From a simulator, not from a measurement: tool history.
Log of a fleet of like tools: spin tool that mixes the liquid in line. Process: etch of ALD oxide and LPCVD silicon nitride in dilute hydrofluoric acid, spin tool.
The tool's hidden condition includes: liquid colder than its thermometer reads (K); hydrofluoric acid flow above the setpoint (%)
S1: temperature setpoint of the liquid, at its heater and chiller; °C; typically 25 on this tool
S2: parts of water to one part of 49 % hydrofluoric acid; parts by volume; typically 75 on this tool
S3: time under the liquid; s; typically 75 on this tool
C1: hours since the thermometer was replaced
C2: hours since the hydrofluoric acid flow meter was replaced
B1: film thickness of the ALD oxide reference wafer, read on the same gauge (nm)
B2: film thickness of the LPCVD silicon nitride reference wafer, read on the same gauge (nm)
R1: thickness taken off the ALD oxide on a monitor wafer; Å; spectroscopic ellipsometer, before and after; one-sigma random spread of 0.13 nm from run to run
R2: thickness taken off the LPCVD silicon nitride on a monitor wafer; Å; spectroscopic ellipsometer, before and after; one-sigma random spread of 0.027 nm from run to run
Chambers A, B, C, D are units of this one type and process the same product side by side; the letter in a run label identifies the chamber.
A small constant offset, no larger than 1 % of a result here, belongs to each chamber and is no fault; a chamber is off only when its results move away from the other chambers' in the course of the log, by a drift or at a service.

| run | hour | S1 | S2 | S3 | C1 | C2 | B1 | B2 | R1 | R2 |
|---|---|---|---|---|---|---|---|---|---|---|
| 1A | 3.2 | 25 | 75 | 75 | 1425.2 | 631.0 | 129.99 | 99.987 | 146.810 | 4.6304 |
| 2D | 8.5 | 25 | 75 | 75 | 426.6 | 1904.7 | 130.01 | 99.979 | 152.710 | 5.3580 |
| 3B | 14.6 | 25 | 75 | 75 | 892.7 | 1476.9 | 129.97 | 99.983 | 147.750 | 4.8669 |
| 4C | 19.7 | 25 | 75 | 75 | 283.5 | 1397.2 | 130.00 | 100.020 | 147.700 | 5.1795 |
| 5C | 25.2 | 25 | 75 | 75 | 289.0 | 1402.7 | 130.02 | 100.000 | 148.220 | 4.4826 |
| 6B | 28.6 | 25 | 75 | 75 | 906.7 | 1490.9 | 129.99 | 100.000 | 148.140 | 4.7761 |
| 7A | 31.7 | 25 | 75 | 75 | 1453.7 | 659.5 | 129.98 | 100.010 | 149.380 | 5.1671 |
| 8D | 35.5 | 25 | 75 | 75 | 453.6 | 1931.7 | 130.00 | 100.000 | 149.190 | 5.1042 |
| 9C | 39.4 | 25 | 75 | 75 | 303.2 | 1416.9 | 130.01 | 99.990 | 147.230 | 5.0719 |
| 10A | 45.1 | 25 | 75 | 75 | 1467.1 | 672.9 | 129.99 | 99.987 | 148.760 | 5.1463 |
| 11D | 48.1 | 25 | 75 | 75 | 466.2 | 1944.3 | 130.00 | 100.000 | 149.750 | 5.5238 |
| 12B | 53.3 | 25 | 75 | 75 | 931.4 | 1515.6 | 130.02 | 99.993 | 146.730 | 5.4943 |
| 13C | 59.3 | 25 | 75 | 75 | 323.1 | 1436.8 | 130.02 | 99.999 | 150.620 | 5.3378 |
| 14D | 63.0 | 25 | 75 | 75 | 481.1 | 1959.2 | 129.99 | 100.020 | 148.270 | 5.1339 |
| 15B | 67.3 | 25 | 75 | 75 | 945.4 | 1529.6 | 130.01 | 99.995 | 145.920 | 5.7883 |
| 16A | 73.3 | 25 | 75 | 75 | 1495.3 | 701.1 | 129.97 | 99.974 | 149.640 | 5.2270 |
| 17C | 76.2 | 25 | 75 | 75 | 340.0 | 1453.7 | 129.99 | 99.978 | 149.840 | 5.4209 |
| 18A | 81.7 | 25 | 75 | 75 | 1503.7 | 709.5 | 129.98 | 100.010 | 150.270 | 5.1409 |
| 19B | 86.3 | 25 | 75 | 75 | 964.4 | 1548.6 | 130.02 | 99.994 | 147.580 | 4.8091 |
| 20D | 91.8 | 25 | 75 | 75 | 509.9 | 1988.0 | 130.03 | 99.981 | 147.340 | 4.9648 |
| 21B | 95.6 | 25 | 75 | 75 | 973.7 | 1557.9 | 129.98 | 99.994 | 146.960 | 4.7638 |
| 22D | 99.5 | 25 | 75 | 75 | 517.6 | 1995.7 | 130.01 | 99.989 | 150.160 | 5.1724 |
| 23A | 105.4 | 21 | 100 | 75 | 1527.4 | 733.2 | 130.01 | 100.000 | 91.713 | 2.9091 |
| 24C | 108.3 | 21 | 100 | 75 | 372.1 | 1485.8 | 130.01 | 100.000 | 90.249 | 2.8799 |
| 25A | 112.9 | 21 | 100 | 75 | 1534.9 | 740.7 | 130.01 | 99.995 | 91.292 | 2.7349 |

One chamber off, gauge drift, or nothing amiss beyond the chambers' own small offsets? If it is a chamber, which one, and what is the likeliest cause?

Neither any chamber nor the gauge drifts; the chambers differ only by their own small, steady offsets.

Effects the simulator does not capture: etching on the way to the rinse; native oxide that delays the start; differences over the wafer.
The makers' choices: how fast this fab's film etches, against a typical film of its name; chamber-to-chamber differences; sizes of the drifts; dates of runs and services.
